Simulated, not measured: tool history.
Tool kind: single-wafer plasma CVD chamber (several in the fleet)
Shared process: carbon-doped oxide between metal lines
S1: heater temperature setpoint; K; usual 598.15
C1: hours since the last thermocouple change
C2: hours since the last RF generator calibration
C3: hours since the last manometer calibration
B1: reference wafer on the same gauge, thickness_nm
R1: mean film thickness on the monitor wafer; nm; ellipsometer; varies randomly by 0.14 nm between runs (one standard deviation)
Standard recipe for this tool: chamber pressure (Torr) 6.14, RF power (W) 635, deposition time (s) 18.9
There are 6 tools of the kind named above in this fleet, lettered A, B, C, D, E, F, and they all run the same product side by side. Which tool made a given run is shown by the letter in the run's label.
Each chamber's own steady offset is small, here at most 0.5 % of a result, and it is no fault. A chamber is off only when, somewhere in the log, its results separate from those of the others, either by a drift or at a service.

{"run": "1F", "hour": 8.0, "S1": 598.15, "chamber pressure (Torr)": 6.14, "RF power (W)": 635, "deposition time (s)": 18.9, "C1": 394.4, "C2": 1698.1, "C3": 258.0, "B1": 127.01, "R1": 125.42}
{"run": "2B", "hour": 15.7, "S1": 598.15, "chamber pressure (Torr)": 6.14, "RF power (W)": 635, "deposition time (s)": 18.9, "C1": 635.7, "C2": 461.2, "C3": 42.1, "B1": 127.04, "R1": 125.04}
{"run": "3E", "hour": 25.7, "S1": 598.15, "chamber pressure (Torr)": 6.14, "RF power (W)": 635, "deposition time (s)": 18.9, "C1": 324.1, "C2": 685.1, "C3": 424.5, "B1": 127.02, "R1": 125.4}
{"run": "4A", "hour": 35.7, "S1": 598.15, "chamber pressure (Torr)": 6.14, "RF power (W)": 635, "deposition time (s)": 18.9, "C1": 1336.9, "C2": 432.5, "C3": 1173.3, "B1": 127.03, "R1": 125.86}
{"run": "5C", "hour": 46.3, "S1": 598.15, "chamber pressure (Torr)": 6.14, "RF power (W)": 635, "deposition time (s)": 18.9, "C1": 2173.9, "C2": 1640.9, "C3": 1107.3, "B1": 127.05, "R1": 125.0}
{"run": "6D", "hour": 57.7, "S1": 598.15, "chamber pressure (Torr)": 6.14, "RF power (W)": 635, "deposition time (s)": 17.0, "C1": 2069.0, "C2": 785.9, "C3": 1667.6, "B1": 127.08, "R1": 113.33}
{"run": "7D", "hour": 71.1, "S1": 598.15, "chamber pressure (Torr)": 6.14, "RF power (W)": 635, "deposition time (s)": 17.0, "C1": 2082.4, "C2": 799.3, "C3": 1681.0, "B1": 127.07, "R1": 113.43}
{"run": "8F", "hour": 81.7, "S1": 598.15, "chamber pressure (Torr)": 6.14, "RF power (W)": 635, "deposition time (s)": 17.0, "C1": 468.1, "C2": 1771.8, "C3": 331.7, "B1": 127.07, "R1": 113.23}
{"hour": 91.4, "done": "chamber F: RF generator calibrated"}
{"run": "9E", "hour": 93.1, "S1": 598.15, "chamber pressure (Torr)": 6.14, "RF power (W)": 635, "deposition time (s)": 17.0, "C1": 391.5, "C2": 752.5, "C3": 491.9, "B1": 127.09, "R1": 113.27}
{"run": "10B", "hour": 102.9, "S1": 598.15, "chamber pressure (Torr)": 6.14, "RF power (W)": 635, "deposition time (s)": 17.0, "C1": 722.9, "C2": 548.4, "C3": 129.3, "B1": 127.09, "R1": 112.66}
{"run": "11C", "hour": 117.0, "S1": 598.15, "chamber pressure (Torr)": 6.14, "RF power (W)": 635, "deposition time (s)": 17.0, "C1": 2244.6, "C2": 1711.6, "C3": 1178.0, "B1": 127.15, "R1": 112.81}
{"run": "12A", "hour": 125.0, "S1": 598.15, "chamber pressure (Torr)": 6.14, "RF power (W)": 635, "deposition time (s)": 18.9, "C1": 1426.2, "C2": 521.8, "C3": 1262.6, "B1": 127.16, "R1": 125.95}
{"run": "13E", "hour": 135.2, "S1": 606.15, "chamber pressure (Torr)": 6.14, "RF power (W)": 635, "deposition time (s)": 16.1, "C1": 433.6, "C2": 794.6, "C3": 534.0, "B1": 127.17, "R1": 104.36}
{"run": "14D", "hour": 144.0, "S1": 606.15, "chamber pressure (Torr)": 6.14, "RF power (W)": 635, "deposition time (s)": 16.1, "C1": 2155.3, "C2": 872.2, "C3": 1753.9, "B1": 127.2, "R1": 104.43}
{"run": "15A", "hour": 155.2, "S1": 606.15, "chamber pressure (Torr)": 6.14, "RF power (W)": 635, "deposition time (s)": 16.1, "C1": 1456.4, "C2": 552.0, "C3": 1292.8, "B1": 127.22, "R1": 104.74}
{"run": "16F", "hour": 167.6, "S1": 606.15, "chamber pressure (Torr)": 6.14, "RF power (W)": 635, "deposition time (s)": 16.1, "C1": 554.0, "C2": 76.3, "C3": 417.6, "B1": 127.21, "R1": 104.42}
{"run": "17B", "hour": 179.8, "S1": 606.15, "chamber pressure (Torr)": 6.14, "RF power (W)": 635, "deposition time (s)": 16.1, "C1": 799.8, "C2": 625.3, "C3": 206.2, "B1": 127.17, "R1": 103.85}
{"run": "18C", "hour": 188.4, "S1": 606.15, "chamber pressure (Torr)": 6.14, "RF power (W)": 635, "deposition time (s)": 16.1, "C1": 2316.0, "C2": 1783.0, "C3": 1249.4, "B1": 127.26, "R1": 104.02}
{"run": "19B", "hour": 198.7, "S1": 598.15, "chamber pressure (Torr)": 6.14, "RF power (W)": 635, "deposition time (s)": 18.9, "C1": 818.7, "C2": 644.2, "C3": 225.1, "B1": 127.25, "R1": 125.05}
{"run": "20A", "hour": 206.7, "S1": 598.15, "chamber pressure (Torr)": 6.14, "RF power (W)": 635, "deposition time (s)": 18.9, "C1": 1507.9, "C2": 603.5, "C3": 1344.3, "B1": 127.27, "R1": 126.08}
{"run": "21F", "hour": 218.3, "S1": 598.15, "chamber pressure (Torr)": 6.14, "RF power (W)": 635, "deposition time (s)": 18.9, "C1": 604.7, "C2": 127.0, "C3": 468.3, "B1": 127.26, "R1": 126.1}
{"hour": 222.9, "done": "chamber A: capacitance manometer re-zeroed and calibrated"}
{"run": "22E", "hour": 226.3, "S1": 598.15, "chamber pressure (Torr)": 6.14, "RF power (W)": 635, "deposition time (s)": 18.9, "C1": 524.7, "C2": 885.7, "C3": 625.1, "B1": 127.3, "R1": 125.86}
{"hour": 228.7, "done": "chamber D: thermocouple changed; heater temperature recalibrated"}
{"run": "23C", "hour": 240.5, "S1": 598.15, "chamber pressure (Torr)": 6.14, "RF power (W)": 635, "deposition time (s)": 18.9, "C1": 2368.1, "C2": 1835.1, "C3": 1301.5, "B1": 127.34, "R1": 125.21}
{"run": "24D", "hour": 247.9, "S1": 598.15, "chamber pressure (Torr)": 6.14, "RF power (W)": 635, "deposition time (s)": 18.9, "C1": 19.2, "C2": 976.1, "C3": 1857.8, "B1": 127.36, "R1": 125.78}
{"run": "25A", "hour": 256.4, "S1": 598.15, "chamber pressure (Torr)": 6.14, "RF power (W)": 635, "deposition time (s)": 18.9, "C1": 1557.6, "C2": 653.2, "C3": 33.5, "B1": 127.32, "R1": 126.18}
{"run": "26F", "hour": 263.1, "S1": 598.15, "chamber pressure (Torr)": 6.14, "RF power (W)": 635, "deposition time (s)": 18.9, "C1": 649.5, "C2": 171.8, "C3": 513.1, "B1": 127.36, "R1": 125.77}
{"run": "27C", "hour": 276.7, "S1": 598.15, "chamber pressure (Torr)": 6.14, "RF power (W)": 635, "deposition time (s)": 18.9, "C1": 2404.3, "C2": 1871.3, "C3": 1337.7, "B1": 127.33, "R1": 125.29}
{"run": "28E", "hour": 287.4, "S1": 598.15, "chamber pressure (Torr)": 6.14, "RF power (W)": 635, "deposition time (s)": 18.9, "C1": 585.8, "C2": 946.8, "C3": 686.2, "B1": 127.36, "R1": 125.94}
{"run": "29D", "hour": 296.5, "S1": 598.15, "chamber pressure (Torr)": 6.14, "RF power (W)": 635, "deposition time (s)": 18.9, "C1": 67.8, "C2": 1024.7, "C3": 1906.4, "B1": 127.36, "R1": 125.7}
{"run": "30B", "hour": 310.3, "S1": 598.15, "chamber pressure (Torr)": 6.14, "RF power (W)": 635, "deposition time (s)": 18.9, "C1": 930.3, "C2": 755.8, "C3": 336.7, "B1": 127.35, "R1": 125.19}
{"hour": 315.3, "done": "chamber C: RF generator calibrated"}
{"run": "31B", "hour": 318.2, "S1": 598.15, "chamber pressure (Torr)": 6.14, "RF power (W)": 635, "deposition time (s)": 18.9, "C1": 938.2, "C2": 763.7, "C3": 344.6, "B1": 127.45, "R1": 125.33}
{"run": "32F", "hour": 325.7, "S1": 598.15, "chamber pressure (Torr)": 6.14, "RF power (W)": 635, "deposition time (s)": 18.9, "C1": 712.1, "C2": 234.4, "C3": 575.7, "B1": 127.41, "R1": 126.01}
{"run": "33A", "hour": 333.4, "S1": 598.15, "chamber pressure (Torr)": 6.14, "RF power (W)": 635, "deposition time (s)": 18.9, "C1": 1634.6, "C2": 730.2, "C3": 110.5, "B1": 127.47, "R1": 126.37}
{"run": "34C", "hour": 341.1, "S1": 598.15, "chamber pressure (Torr)": 6.14, "RF power (W)": 635, "deposition time (s)": 18.9, "C1": 2468.7, "C2": 25.8, "C3": 1402.1, "B1": 127.42, "R1": 125.6}
{"run": "35D", "hour": 353.9, "S1": 598.15, "chamber pressure (Torr)": 6.14, "RF power (W)": 635, "deposition time (s)": 18.9, "C1": 125.2, "C2": 1082.1, "C3": 1963.8, "B1": 127.45, "R1": 126.0}
{"run": "36E", "hour": 367.2, "S1": 598.15, "chamber pressure (Torr)": 7.55, "RF power (W)": 635, "deposition time (s)": 18.9, "C1": 665.6, "C2": 1026.6, "C3": 766.0, "B1": 127.49, "R1": 127.74}
{"run": "37C", "hour": 376.1, "S1": 598.15, "chamber pressure (Torr)": 7.55, "RF power (W)": 635, "deposition time (s)": 18.9, "C1": 2503.7, "C2": 60.8, "C3": 1437.1, "B1": 127.5, "R1": 127.74}
{"run": "38F", "hour": 388.8, "S1": 598.15, "chamber pressure (Torr)": 7.55, "RF power (W)": 635, "deposition time (s)": 18.9, "C1": 775.2, "C2": 297.5, "C3": 638.8, "B1": 127.5, "R1": 128.1}
{"run": "39B", "hour": 395.2, "S1": 598.15, "chamber pressure (Torr)": 7.55, "RF power (W)": 635, "deposition time (s)": 18.9, "C1": 1015.2, "C2": 840.7, "C3": 421.6, "B1": 127.56, "R1": 127.32}
{"run": "40A", "hour": 408.6, "S1": 598.15, "chamber pressure (Torr)": 7.55, "RF power (W)": 635, "deposition time (s)": 18.9, "C1": 1709.8, "C2": 805.4, "C3": 185.7, "B1": 127.53, "R1": 128.34}
{"run": "41E", "hour": 415.2, "S1": 598.15, "chamber pressure (Torr)": 7.55, "RF power (W)": 635, "deposition time (s)": 18.9, "C1": 713.6, "C2": 1074.6, "C3": 814.0, "B1": 127.52, "R1": 128.04}
{"run": "42D", "hour": 424.4, "S1": 598.15, "chamber pressure (Torr)": 6.14, "RF power (W)": 635, "deposition time (s)": 18.9, "C1": 195.7, "C2": 1152.6, "C3": 2034.3, "B1": 127.54, "R1": 126.19}
{"run": "43B", "hour": 434.2, "S1": 598.15, "chamber pressure (Torr)": 6.14, "RF power (W)": 635, "deposition time (s)": 18.9, "C1": 1054.2, "C2": 879.7, "C3": 460.6, "B1": 127.55, "R1": 125.59}
{"run": "44F", "hour": 440.8, "S1": 598.15, "chamber pressure (Torr)": 6.14, "RF power (W)": 555, "deposition time (s)": 18.9, "C1": 827.2, "C2": 349.5, "C3": 690.8, "B1": 127.54, "R1": 115.87}

One chamber off, gauge drift, or nothing amiss beyond the chambers' own small offsets? If it is a chamber, which one, and what is the likeliest cause?

No chamber is off; the gauge reading every chamber's wafers drifts, which makes the whole fleet appear to move together.
Cause: gauge reads high (%) = 0.458.

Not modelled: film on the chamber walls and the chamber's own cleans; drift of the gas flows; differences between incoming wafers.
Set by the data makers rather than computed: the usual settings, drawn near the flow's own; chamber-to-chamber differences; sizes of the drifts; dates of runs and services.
